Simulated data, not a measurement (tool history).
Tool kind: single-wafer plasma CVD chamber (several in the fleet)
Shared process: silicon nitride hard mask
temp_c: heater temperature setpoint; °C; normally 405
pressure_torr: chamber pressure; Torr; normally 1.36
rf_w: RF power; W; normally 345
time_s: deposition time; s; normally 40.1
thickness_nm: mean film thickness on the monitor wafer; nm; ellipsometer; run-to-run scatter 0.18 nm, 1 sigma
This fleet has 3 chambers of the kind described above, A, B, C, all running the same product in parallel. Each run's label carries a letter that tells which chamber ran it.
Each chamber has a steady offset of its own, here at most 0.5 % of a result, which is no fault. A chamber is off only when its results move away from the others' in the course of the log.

run   hour  temp_c  pressure_torr  rf_w  time_s  read-back reference wafer on the same gauge, thickness_nm  thickness_nm
 1A    5.4     405           1.36   345    40.1                                                     54.902        48.061
 2B    9.6     405           1.36   345    40.1                                                     54.918         48.02
 3C   13.7     405           1.36   345    40.1                                                     54.894        48.358
 4A     20     405           1.36   345    40.1                                                     54.947        47.694
 5C   23.2     405           1.36   345    40.1                                                     54.946        48.431
 6B   26.6     405           1.36   345    40.1                                                     54.918        47.442
 7B   32.5     405           1.36   345    40.1                                                     54.883        47.981
 8A   36.1     405           1.36   345    40.1                                                     54.926         47.03
 9C   41.8     405           1.36   345    40.1                                                     54.915        48.708
10A   45.4     405           1.36   345    40.1                                                     54.878        47.409
11C   49.8     405           1.36   345    40.1                                                     54.897        48.193
12B   55.2     405           1.36   345    45.5                                                     54.886        54.137
13B   60.6     405           1.36   345    45.5                                                      54.93        54.574
14A     66     405           1.36   345    45.5                                                     54.903        53.402
15C   70.6     405           1.36   345    40.1                                                     54.857         48.28
16B   73.9     405           1.36   345    40.1                                                     54.891        47.922
17C     78     405           1.36   345    40.1                                                     54.893        48.297
18A   81.3     405           1.36   345    40.1                                                     54.902        46.724
19B   84.5     405           1.14   280    40.1                                                     54.864        39.638
20A   87.8     405           1.14   280    40.1                                                     54.857        38.077
21C   91.2     405           1.14   280    40.1                                                     54.939        39.973
22B   94.7     405           1.36   345    40.1                                                     54.906         48.01
23C   98.8     405           1.36   345    40.1                                                     54.884        48.215
24A  102.7     410           1.36   365    40.1                                                     54.958        47.931
25A  107.5     410           1.36   365    40.1                                                     54.951        47.547
26B  112.1     410           1.36   365    40.1                                                      54.92        49.344

Read the log: is a single chamber off, either drifting away or since a service, is the gauge that measures every chamber drifting, or is nothing wrong beyond small per-chamber offsets? Name any odd chamber and what most likely caused it.

One chamber, A, drifts off from the rest bit by bit.
What lies behind it: delivered RF power below the setpoint (%) = 5.7.

Here are 4 candidates for chamber A's next run, each the usual settings with a change, their results left as question marks. Which one brings its results back in line with what the others give on the usual settings?
A result is in line if it is within this distance of the other chambers' mean on the usual settings: thickness_nm 0.65 nm
27A-1  116.9     405           1.36   370    40.1                                                                        ?
27A-2  116.9     405           1.34   340    38.9                                                                        ?
27A-3  116.9     405           1.32   330    37.8                                                                        ?
27A-4  116.9     405           1.42   345    43.5                                                                        ?

On the usual settings, the other chambers give on average: thickness_nm 48.156 nm
  run  thickness_nm
27A-1        48.056
27A-2         43.92
27A-3        41.639
27A-4        50.461
The right change is 27A-1: it brings the chamber back within the allowed miss of the others.

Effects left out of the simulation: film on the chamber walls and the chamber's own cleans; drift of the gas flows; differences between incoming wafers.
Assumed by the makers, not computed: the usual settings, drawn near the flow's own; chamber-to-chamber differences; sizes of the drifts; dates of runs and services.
